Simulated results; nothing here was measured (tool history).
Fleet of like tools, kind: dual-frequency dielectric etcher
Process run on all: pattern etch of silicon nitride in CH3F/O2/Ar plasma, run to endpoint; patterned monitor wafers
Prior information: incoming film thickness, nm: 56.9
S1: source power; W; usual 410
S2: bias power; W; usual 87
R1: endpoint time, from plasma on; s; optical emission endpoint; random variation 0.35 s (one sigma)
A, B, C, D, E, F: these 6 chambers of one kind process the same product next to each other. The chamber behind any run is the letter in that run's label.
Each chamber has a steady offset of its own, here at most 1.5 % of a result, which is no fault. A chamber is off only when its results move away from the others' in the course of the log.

run	hour	S1	S2	R1
1F	11.3	410	87	75.032
2A	21.0	410	87	75.236
3B	32.7	410	87	76.328
# hour 35.8: chamber A: wet clean of the chamber
4E	43.1	410	87	76.781
5D	57.5	410	87	76.153
6C	63.8	410	87	75.734
7D	76.7	410	87	77.068
8E	88.5	410	72	81.511
# hour 97.5: chamber E: wet clean of the chamber
9A	98.5	410	72	80.652
10C	109.1	410	72	81.794
11B	119.9	410	72	81.299
# hour 125.5: chamber A: source power generator calibrated
12F	128.6	410	72	79.983
13F	139.4	410	72	80.664
14A	152.5	410	87	75.441
# hour 157.3: chamber B: wet clean of the chamber
15D	163.5	410	87	76.655
16C	171.1	410	87	76.649
17E	179.3	410	87	76.722
18B	189.9	410	87	76.919
19D	196.3	410	87	76.113
# hour 199.7: chamber D: bias power generator calibrated
20B	209.9	410	87	76.296
21E	217.9	410	87	76.623
22F	226.1	410	94	72.612
23C	233.0	410	94	75.129
24A	240.1	410	94	73.798
25F	246.9	410	94	73.488
26B	255.3	410	94	74.853
27A	265.4	410	94	73.786
28E	279.8	410	87	76.944
29C	289.7	410	87	78.094
30D	300.6	410	87	75.578
31A	315.2	340	74	85.782
32E	329.4	340	74	86.592
33B	340.3	340	74	87.092
34C	350.9	340	74	89.071
35D	360.0	340	74	86.622
36F	369.3	340	74	86.436
37C	375.9	500	96	70.461
# hour 382.1: chamber A: wet clean of the chamber
38D	383.5	500	96	68.811
39B	395.6	500	96	68.980
40F	407.4	500	96	67.685
41E	420.7	500	96	68.998
42A	432.9	500	96	67.606

All chambers now run identical settings, listed one chamber a line with results as question marks. What results will each chamber show?
43A	443.4	410	87	?
43B	443.4	410	87	?
43C	443.4	410	87	?
43D	443.4	410	87	?
43E	443.4	410	87	?
43F	443.4	410	87	?

run	R1
43A	75.424
43B	76.454
43C	79.405
43D	77.226
43E	76.841
43F	75.425
